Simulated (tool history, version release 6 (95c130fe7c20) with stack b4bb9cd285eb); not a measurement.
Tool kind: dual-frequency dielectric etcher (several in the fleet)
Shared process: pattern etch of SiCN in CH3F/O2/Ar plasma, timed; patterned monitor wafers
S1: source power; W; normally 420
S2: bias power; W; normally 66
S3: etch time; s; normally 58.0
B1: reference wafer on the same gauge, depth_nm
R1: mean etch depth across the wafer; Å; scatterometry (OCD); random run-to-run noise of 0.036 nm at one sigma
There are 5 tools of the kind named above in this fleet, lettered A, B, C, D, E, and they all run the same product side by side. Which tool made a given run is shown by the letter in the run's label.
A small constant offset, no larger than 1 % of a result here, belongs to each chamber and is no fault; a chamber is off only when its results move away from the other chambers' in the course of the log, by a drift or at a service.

Run 1B, hour 12.2: usual settings; B1 18.394. Result: R1 213.68 Å.
Run 2D, hour 25.2: usual settings; B1 18.395. Result: R1 216.00 Å.
Run 3E, hour 32.7: usual settings; B1 18.393. Result: R1 216.00 Å.
Run 4C, hour 43.8: usual settings; B1 18.388. Result: R1 215.27 Å.
Run 5A, hour 56.3: usual settings; B1 18.384. Result: R1 215.79 Å.
Run 6E, hour 64.1: usual settings; B1 18.380. Result: R1 215.10 Å.
Run 7B, hour 72.9: usual settings but S2 55 W; B1 18.372. Result: R1 200.48 Å.
Run 8D, hour 85.8: usual settings but S2 55 W; B1 18.378. Result: R1 202.80 Å.
Run 9C, hour 93.1: usual settings but S2 55 W; B1 18.371. Result: R1 202.38 Å.
Run 10A, hour 100.7: usual settings but S2 55 W; B1 18.362. Result: R1 202.63 Å.
Run 11A, hour 109.5: usual settings but S2 55 W; B1 18.359. Result: R1 202.88 Å.
Run 12B, hour 117.4: usual settings; B1 18.357. Result: R1 213.80 Å.
Run 13D, hour 126.0: usual settings; B1 18.347. Result: R1 216.35 Å.
Run 14E, hour 135.7: usual settings but S2 81 W; B1 18.356. Result: R1 231.87 Å.
Run 15C, hour 142.0: usual settings but S2 81 W; B1 18.352. Result: R1 230.49 Å.
Run 16B, hour 151.5: usual settings but S2 81 W; B1 18.358. Result: R1 230.67 Å.
At hour 154.1: chamber A: wet clean of the chamber.
Run 17C, hour 160.0: usual settings but S2 81 W; B1 18.352. Result: R1 231.46 Å.
Run 18E, hour 173.9: usual settings but S2 81 W; B1 18.351. Result: R1 231.46 Å.
Run 19D, hour 183.8: usual settings; B1 18.337. Result: R1 215.31 Å.
Run 20A, hour 197.4: usual settings but S2 77 W, S3 41.5 s; B1 18.339. Result: R1 162.42 Å.
Run 21D, hour 205.4: usual settings but S2 77 W, S3 41.5 s; B1 18.331. Result: R1 162.11 Å.
Run 22E, hour 215.3: usual settings but S2 77 W, S3 41.5 s; B1 18.332. Result: R1 162.31 Å.
Run 23C, hour 222.3: usual settings but S2 77 W, S3 41.5 s; B1 18.333. Result: R1 162.59 Å.
Run 24A, hour 231.2: usual settings but S2 77 W, S3 41.5 s; B1 18.320. Result: R1 162.48 Å.
At hour 237.5: chamber E: wet clean of the chamber.
Run 25B, hour 244.9: usual settings but S1 450 W, S3 68.0 s; B1 18.325. Result: R1 256.08 Å.
Run 26B, hour 257.7: usual settings but S1 450 W, S3 68.0 s; B1 18.313. Result: R1 256.18 Å.
Run 27E, hour 269.2: usual settings but S1 450 W, S3 68.0 s; B1 18.324. Result: R1 258.26 Å.
Run 28A, hour 280.7: usual settings but S1 450 W, S3 68.0 s; B1 18.302. Result: R1 258.24 Å.
Run 29C, hour 290.4: usual settings but S1 450 W, S3 68.0 s; B1 18.316. Result: R1 257.52 Å.
Run 30D, hour 302.2: usual settings but S3 70.0 s; B1 18.299. Result: R1 259.56 Å.
Run 31D, hour 309.4: usual settings but S3 70.0 s; B1 18.297. Result: R1 260.13 Å.
Run 32C, hour 318.5: usual settings but S3 70.0 s; B1 18.302. Result: R1 258.61 Å.
Run 33B, hour 330.8: usual settings but S3 70.0 s; B1 18.292. Result: R1 256.45 Å.
Run 34A, hour 343.7: usual settings but S3 70.0 s; B1 18.288. Result: R1 259.13 Å.
Run 35E, hour 356.2: usual settings; B1 18.289. Result: R1 213.67 Å.
Run 36E, hour 362.3: usual settings; B1 18.280. Result: R1 213.96 Å.
Run 37B, hour 369.2: usual settings; B1 18.278. Result: R1 212.67 Å.
Run 38A, hour 382.4: usual settings but S3 72.0 s; B1 18.280. Result: R1 266.51 Å.

Is one chamber off against the others, does the gauge drift, or is nothing wrong? If a chamber is off, say which, and what the likeliest cause is.

It is the gauge, not a chamber: its drift shows up in every chamber's results at once, and no chamber is off.
Likeliest cause: gauge reads low (%) = 0.69.
